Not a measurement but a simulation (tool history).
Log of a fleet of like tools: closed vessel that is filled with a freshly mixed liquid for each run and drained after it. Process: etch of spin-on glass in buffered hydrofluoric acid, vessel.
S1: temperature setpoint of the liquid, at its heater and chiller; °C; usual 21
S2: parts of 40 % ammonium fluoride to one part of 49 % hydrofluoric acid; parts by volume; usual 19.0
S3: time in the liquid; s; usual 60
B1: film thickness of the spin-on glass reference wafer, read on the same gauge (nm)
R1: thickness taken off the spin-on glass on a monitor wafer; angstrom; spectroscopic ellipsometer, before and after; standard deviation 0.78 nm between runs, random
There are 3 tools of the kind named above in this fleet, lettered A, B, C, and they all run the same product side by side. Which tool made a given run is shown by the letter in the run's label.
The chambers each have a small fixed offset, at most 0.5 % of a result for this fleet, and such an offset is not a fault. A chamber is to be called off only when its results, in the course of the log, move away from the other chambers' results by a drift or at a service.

run	day	S1	S2	S3	B1	R1
1C	0.542	21	19.0	60	129.98	932.65
2B	0.954	21	19.0	60	130.01	928.05
# day 1.371: chamber C: hydrofluoric acid flow meter replaced
3A	1.392	21	19.0	60	129.98	935.46
4B	1.929	21	19.0	60	129.99	936.54
5C	2.571	21	19.0	35	130.02	541.00
# day 2.875: chamber A: hydrofluoric acid flow meter replaced
6A	3.138	21	19.0	35	129.99	547.50
7C	3.467	21	19.0	35	130.02	541.59
8A	3.875	21	19.0	60	129.99	921.49
9B	4.258	21	19.0	60	129.96	935.54
10B	4.588	21	19.0	60	129.97	923.84
11A	5.100	21	19.0	60	130.00	937.27
12C	5.454	21	19.0	60	129.99	926.20
13A	5.992	21	19.0	60	129.99	945.06
14C	6.583	21	19.0	60	130.03	906.79
15B	7.088	21	19.0	60	129.97	933.00
16A	7.717	21	19.0	60	130.01	919.62
17B	8.217	21	19.0	60	130.00	918.46
18C	8.846	21	19.0	60	130.02	891.29
19C	9.450	21	19.0	60	129.98	882.20
20B	10.092	21	19.0	60	130.01	931.11
21A	10.550	21	11.5	30	130.00	782.09
22C	11.175	21	11.5	30	130.00	700.80
23A	11.579	21	11.5	30	129.99	770.87
24B	12.067	21	19.0	60	130.00	932.26
25B	12.588	21	19.0	60	129.97	918.31
26C	13.192	21	19.0	60	129.99	853.75
27A	13.521	21	19.0	60	129.99	931.88

All chambers now run identical settings, listed one chamber a line with results as question marks. What results will each chamber show?
28A	14.017	19	19.0	60		?
28B	14.017	19	19.0	60		?
28C	14.017	19	19.0	60		?

run	R1
28A	830.49
28B	814.57
28C	740.36
